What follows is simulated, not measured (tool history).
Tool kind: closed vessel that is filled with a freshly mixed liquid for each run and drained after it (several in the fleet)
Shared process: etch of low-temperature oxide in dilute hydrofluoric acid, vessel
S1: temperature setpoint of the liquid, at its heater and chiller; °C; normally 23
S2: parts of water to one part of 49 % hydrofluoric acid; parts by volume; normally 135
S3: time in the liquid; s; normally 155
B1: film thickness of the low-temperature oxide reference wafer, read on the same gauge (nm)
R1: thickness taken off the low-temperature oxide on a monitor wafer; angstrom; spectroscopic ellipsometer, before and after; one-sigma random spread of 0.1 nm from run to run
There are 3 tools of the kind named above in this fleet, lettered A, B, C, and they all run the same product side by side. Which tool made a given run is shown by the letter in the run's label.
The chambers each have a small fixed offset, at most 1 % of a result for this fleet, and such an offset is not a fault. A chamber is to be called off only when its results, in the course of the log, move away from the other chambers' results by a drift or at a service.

run   hour    S1   S2   S3      B1      R1
 1C    8.7    23  135  155     120  143.23
 2B   15.1    23  135  155     120  140.04
 3A   24.8    23  135  155  120.01  141.45
 4B     30    23  135  155  119.97  142.37
 5C   39.3    18  135  155  119.99  114.28
 6A   46.3    18  135  155  120.01  117.02
 7B   51.7    18  135  155     120  115.58
 8A   56.7    23  135  100  120.01  92.078
 9C   64.3    23  135  100  119.99  92.268
10B   71.6    23  135  100  119.98  90.714
11A   79.1    23  135  155  120.03  144.86
12C   86.4    19  135  235  119.99  184.47
13A   96.8    19  135  235     120  184.38
14C  103.2    19  135  235     120  182.86
15B  110.6    23  135  155  120.01  140.13
     115.2  -- chamber A: thermometer replaced
16C  120.6    23  135  155  119.99   141.3
     121.8  -- chamber B: hydrofluoric acid flow meter replaced
17A  130.8    23  135  155  119.97  140.89
18B  141.2    23  135  155  120.03  140.93
19B  149.2    23  135  155     120  140.81
20C    156    23  135  155     120  137.16
21A  163.8    23  135  155     120   140.4
22A  172.8  26.5  135  155  120.01  163.65
23C  183.4  26.5  135  155  119.99  158.52
24B  193.8  26.5  135  155     120  161.64
25C  203.4    23  135  155  120.01  133.43
26B  209.3    23  135  155  119.98  142.76
27A  216.5    23  160   70  120.03   52.12
28B  221.1    23  160   70  120.01  52.803
29C  227.9    23  160   70  119.99  48.795
30A  232.7    23  135  155  120.01  143.03

Predict what each chamber gives when all 3 of them run the settings below next.
31A  240.3  23  75  155       ?
31B  240.3  23  75  155       ?
31C  240.3  23  75  155       ?

run      R1
31A   280.3
31B  267.81
31C   253.9

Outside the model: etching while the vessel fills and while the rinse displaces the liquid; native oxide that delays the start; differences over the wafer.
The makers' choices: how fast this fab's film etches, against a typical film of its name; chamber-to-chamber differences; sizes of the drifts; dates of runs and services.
